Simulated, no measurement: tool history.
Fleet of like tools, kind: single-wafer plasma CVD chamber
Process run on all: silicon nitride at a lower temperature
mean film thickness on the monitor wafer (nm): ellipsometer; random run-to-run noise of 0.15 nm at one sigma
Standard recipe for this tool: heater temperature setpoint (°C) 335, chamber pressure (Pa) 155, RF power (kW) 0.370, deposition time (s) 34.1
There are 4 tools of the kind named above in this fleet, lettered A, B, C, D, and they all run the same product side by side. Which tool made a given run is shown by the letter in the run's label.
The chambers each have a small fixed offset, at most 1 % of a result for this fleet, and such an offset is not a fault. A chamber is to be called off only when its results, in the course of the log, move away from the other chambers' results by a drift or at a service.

run	hour	heater temperature setpoint (°C)	chamber pressure (Pa)	RF power (kW)	deposition time (s)	hours since the last thermocouple change	hours since the last RF generator calibration	hours since the last manometer calibration	read-back reference wafer on the same gauge, thickness_nm	mean film thickness on the monitor wafer (nm)
1D	9.4	335	155	0.370	34.1	42.4	1398.9	2065.0	36.128	41.941
2C	19.0	335	155	0.370	34.1	1502.5	690.2	1056.6	36.105	41.941
3B	23.8	335	155	0.370	34.1	1243.3	1191.6	1482.5	36.079	41.870
4A	32.2	335	155	0.370	34.1	1611.5	1536.9	1140.5	36.124	41.984
5C	41.4	335	155	0.370	34.1	1524.9	712.6	1079.0	36.095	41.727
6A	51.0	335	155	0.370	34.1	1630.3	1555.7	1159.3	36.093	42.154
7D	57.5	335	155	0.370	34.1	90.5	1447.0	2113.1	36.113	42.165
8B	65.4	335	155	0.370	34.1	1284.9	1233.2	1524.1	36.098	41.847
9D	71.5	329	168	0.370	34.1	104.5	1461.0	2127.1	36.106	43.546
10A	76.3	329	168	0.370	34.1	1655.6	1581.0	1184.6	36.115	43.095
11B	83.1	329	168	0.370	34.1	1302.6	1250.9	1541.8	36.090	43.219
12C	92.3	329	168	0.370	34.1	1575.8	763.5	1129.9	36.120	42.825
13A	97.0	324	139	0.370	34.1	1676.3	1601.7	1205.3	36.106	40.995
14C	101.5	324	139	0.370	34.1	1585.0	772.7	1139.1	36.117	40.406
15B	107.3	324	139	0.370	34.1	1326.8	1275.1	1566.0	36.099	40.682
16D	112.6	324	139	0.370	34.1	145.6	1502.1	2168.2	36.095	40.896
17A	120.5	335	155	0.315	34.1	1699.8	1625.2	1228.8	36.118	38.021
18C	128.7	335	155	0.315	34.1	1612.2	799.9	1166.3	36.046	37.496
19D	134.0	335	155	0.315	34.1	167.0	1523.5	2189.6	36.113	37.663
20B	140.6	335	155	0.315	34.1	1360.1	1308.4	1599.3	36.096	37.291
# hour 140.8: chamber A: thermocouple changed; heater temperature recalibrated
21B	146.9	335	155	0.370	34.1	1366.4	1314.7	1605.6	36.104	41.182
22C	155.2	335	155	0.370	34.1	1638.7	826.4	1192.8	36.082	42.041
23A	159.9	335	155	0.370	34.1	19.2	1664.6	1268.2	36.107	41.741
24D	167.4	335	155	0.370	34.1	200.4	1556.9	2223.0	36.095	42.343
25D	176.2	335	155	0.370	34.1	209.2	1565.7	2231.8	36.085	42.151
26C	183.3	335	155	0.370	34.1	1666.8	854.5	1220.9	36.091	41.914
27A	193.2	335	155	0.370	34.1	52.5	1697.9	1301.5	36.098	41.812
28B	197.8	335	155	0.370	34.1	1417.3	1365.6	1656.5	36.106	41.075
29B	205.5	335	155	0.370	34.1	1425.0	1373.3	1664.2	36.121	40.966
30D	213.0	335	155	0.370	34.1	246.0	1602.5	2268.6	36.124	42.229

Is one chamber out of step, is the gauge drifting, or do the chambers differ by no more than their own small offsets? For an off chamber, give its letter and the likeliest cause.

Chamber B drifts away from the others.
What lies behind it: delivered RF power below the setpoint (%) = 4.25.
Not necessarily distinguishable in this log from: true pressure below the setpoint (%).

Which of the 4 candidates below, each the usual settings with something changed and its results left as question marks, puts chamber B back in line with what the other chambers give on the usual settings?
To be in line, a result may differ from the other chambers' mean on the usual settings by at most: mean film thickness on the monitor wafer (nm) 0.520
31B-1	220.4	335	159	0.385	34.1					?
31B-2	220.4	335	153	0.370	33.2					?
31B-3	220.4	335	155	0.360	32.5					?
31B-4	220.4	335	157	0.380	35.5					?

What the other chambers average on the usual settings: mean film thickness on the monitor wafer (nm) 42.021
run	mean film thickness on the monitor wafer (nm)
31B-1	42.097
31B-2	39.575
31B-3	38.174
31B-4	43.354
31B-1 puts the chamber back in line with the other chambers.
